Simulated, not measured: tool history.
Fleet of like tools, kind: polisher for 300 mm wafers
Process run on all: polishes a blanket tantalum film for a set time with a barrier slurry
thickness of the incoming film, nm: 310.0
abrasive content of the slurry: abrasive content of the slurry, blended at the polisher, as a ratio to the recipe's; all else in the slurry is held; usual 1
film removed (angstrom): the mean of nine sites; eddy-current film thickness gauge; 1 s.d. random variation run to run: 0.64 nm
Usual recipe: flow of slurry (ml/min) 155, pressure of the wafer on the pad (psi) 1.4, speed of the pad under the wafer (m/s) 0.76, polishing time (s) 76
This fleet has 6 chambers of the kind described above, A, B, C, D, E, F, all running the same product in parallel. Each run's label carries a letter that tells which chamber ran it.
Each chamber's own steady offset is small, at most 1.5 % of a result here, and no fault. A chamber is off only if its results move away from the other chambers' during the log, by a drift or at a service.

run   hour  flow of slurry (ml/min)  pressure of the wafer on the pad (psi)  speed of the pad under the wafer (m/s)  abrasive content of the slurry  polishing time (s)  wafers polished on this pad  hours since the slurry nozzle was cleaned  hours since the head pressure was calibrated  hours since the slurry blender was calibrated  film removed (angstrom)
 1C    7.0                      155                                     1.4                                    0.76                               1                  76                          263                                       38.8                                        1052.7                                           79.1                   736.59
 2D   10.3                      155                                     1.4                                    0.76                               1                  76                          329                                      440.6                                          42.1                                           67.1                   740.04
 3B   17.3                      155                                     1.4                                    0.76                               1                  76                          330                                      278.8                                          72.6                                          139.5                   726.51
      19.6  -- chamber A: slurry blender recalibrated
 4F   24.4                      155                                     1.4                                    0.76                               1                  76                          255                                      344.9                                          36.1                                           82.7                   736.61
      26.3  -- chamber F: slurry nozzle cleaned
      28.3  -- chamber E: slurry blender recalibrated
 5E   28.5                      155                                     1.4                                    0.76                               1                  76                         1030                                      421.3                                         436.5                                            0.3                   746.91
      28.9  -- chamber A: head pressure recalibrated
 6A   33.5                      155                                     1.4                                    0.76                               1                  76                          869                                      133.3                                           4.7                                           14.0                   752.61
 7A   39.4                      155                                     1.1                                    0.76                               1                  76                          906                                      139.2                                          10.6                                           19.9                   588.30
      42.5  -- chamber B: slurry blender recalibrated
 8E   45.4                      155                                     1.1                                    0.76                               1                  76                         1134                                      438.2                                         453.4                                           17.2                   596.58
 9F   52.0                      155                                     1.1                                    0.76                               1                  76                          426                                       25.7                                          63.7                                          110.3                   577.55
      55.5  -- chamber D: worn pad replaced by a new one
10C   57.8                      155                                     1.1                                    0.76                               1                  76                          577                                       89.6                                        1103.5                                          129.9                   582.95
11D   62.1                      155                                     1.1                                    0.76                               1                  76                           41                                      492.4                                          93.9                                          118.9                   585.23
      64.0  -- chamber F: slurry blender recalibrated
12B   69.6                      155                                     1.1                                    0.76                               1                  76                          653                                      331.1                                         124.9                                           27.1                   583.18
13E   74.2                      155                                     1.4                                    0.76                               1                  76                         1312                                      467.0                                         482.2                                           46.0                   750.42
      76.1  -- chamber C: worn pad replaced by a new one
14C   78.3                      155                                     1.4                                    0.76                               1                  76                           14                                      110.1                                        1124.0                                          150.4                   742.33
15F   85.8                      155                                     1.4                                    0.76                               1                  76                          635                                       59.5                                          97.5                                           21.9                   732.76
      91.2  -- chamber E: worn pad replaced by a new one
16D   91.3                      155                                     1.4                                    0.76                               1                  76                          221                                      521.6                                         123.1                                          148.1                   736.74
      91.5  -- chamber B: worn pad replaced by a new one
17B   96.9                      155                                     1.4                                    0.50                               1                  76                           33                                      358.4                                         152.2                                           54.4                   486.46
     100.9  -- chamber C: head pressure recalibrated
18A  101.9                      155                                     1.4                                    0.50                               1                  76                         1292                                      201.7                                          73.1                                           82.4                   492.28
19A  106.2                      155                                     1.4                                    0.50                               1                  76                         1319                                      206.0                                          77.4                                           86.7                   485.20
     107.9  -- chamber E: slurry nozzle cleaned
     109.1  -- chamber A: worn pad replaced by a new one
20E  111.5                      155                                     1.4                                    0.50                               1                  76                          125                                        3.7                                         519.5                                           83.3                   498.01
21B  115.6                      155                                     1.4                                    0.50                               1                  76                          149                                      377.1                                         170.9                                           73.1                   488.32
22F  121.9                      155                                     1.4                                    0.50                               1                  76                          858                                       95.6                                         133.6                                           58.0                   490.42
23C  128.9                      155                                     1.4                                    0.76                               1                  76                          326                                      160.7                                          28.1                                          201.0                   812.60
     134.7  -- chamber C: slurry blender recalibrated
24D  135.7                      155                                     1.4                                    0.76                               1                  76                          496                                      566.0                                         167.5                                          192.5                   754.02
     138.5  -- chamber D: worn pad replaced by a new one
25D  140.2                      175                                     1.4                                    0.76                               1                  76                           11                                      570.5                                         172.0                                          197.0                   753.40
26F  146.1                      175                                     1.4                                    0.76                               1                  76                         1008                                      119.8                                         157.8                                           82.2                   752.71
27C  150.7                      175                                     1.4                                    0.76                               1                  76                          461                                      182.5                                          49.9                                           16.1                   834.89
28A  157.6                      175                                     1.4                                    0.76                               1                  76                          300                                      257.4                                         128.8                                          138.1                   759.14
29B  163.3                      175                                     1.4                                    0.76                               1                  76                          444                                      424.8                                         218.6                                          120.8                   751.95
30E  170.5                      175                                     1.4                                    0.76                               1                  76                          490                                       62.7                                         578.5                                          142.3                   761.96
31C  176.7                      155                                     1.4                                    0.76                               1                  76                          622                                      208.5                                          75.9                                           42.1                   823.35
     180.8  -- chamber D: slurry blender recalibrated
     181.7  -- chamber F: slurry blender recalibrated
32B  182.6                      155                                     1.4                                    0.76                               1                  76                          563                                      444.1                                         237.9                                          140.1                   735.51
     185.9  -- chamber A: slurry blender recalibrated
33F  186.6                      155                                     1.4                                    0.76                               1                  76                         1258                                      160.3                                         198.3                                            5.0                   733.55
34E  190.3                      155                                     1.4                                    0.76                               1                  76                          613                                       82.5                                         598.3                                          162.1                   745.93
35A  195.6                      155                                     1.4                                    0.76                               1                  76                          535                                      295.4                                         166.8                                            9.7                   754.43
36D  200.4                      125                                     1.4                                    0.76                               1                  76                          383                                      630.7                                         232.2                                           19.6                   705.94
37C  206.4                      125                                     1.4                                    0.76                               1                  76                          805                                      238.2                                         105.6                                           71.8                   788.40
38E  210.8                      125                                     1.4                                    0.76                               1                  76                          739                                      103.0                                         618.8                                          182.6                   716.78
39D  218.1                      125                                     1.4                                    0.76                               1                  76                          492                                      648.4                                         249.9                                           37.3                   717.79

Next, all 6 chambers run the settings below, one line each with question marks for the results. What does each chamber give?
40A  223.7                      155                                     1.4                                    0.58                               1                  76                                                                                                                                                                                             ?
40B  223.7                      155                                     1.4                                    0.58                               1                  76                                                                                                                                                                                             ?
40C  223.7                      155                                     1.4                                    0.58                               1                  76                                                                                                                                                                                             ?
40D  223.7                      155                                     1.4                                    0.58                               1                  76                                                                                                                                                                                             ?
40E  223.7                      155                                     1.4                                    0.58                               1                  76                                                                                                                                                                                             ?
40F  223.7                      155                                     1.4                                    0.58                               1                  76                                                                                                                                                                                             ?

run  film removed (angstrom)
40A                   564.89
40B                   563.23
40C                   624.70
40D                   572.14
40E                   578.87
40F                   561.59
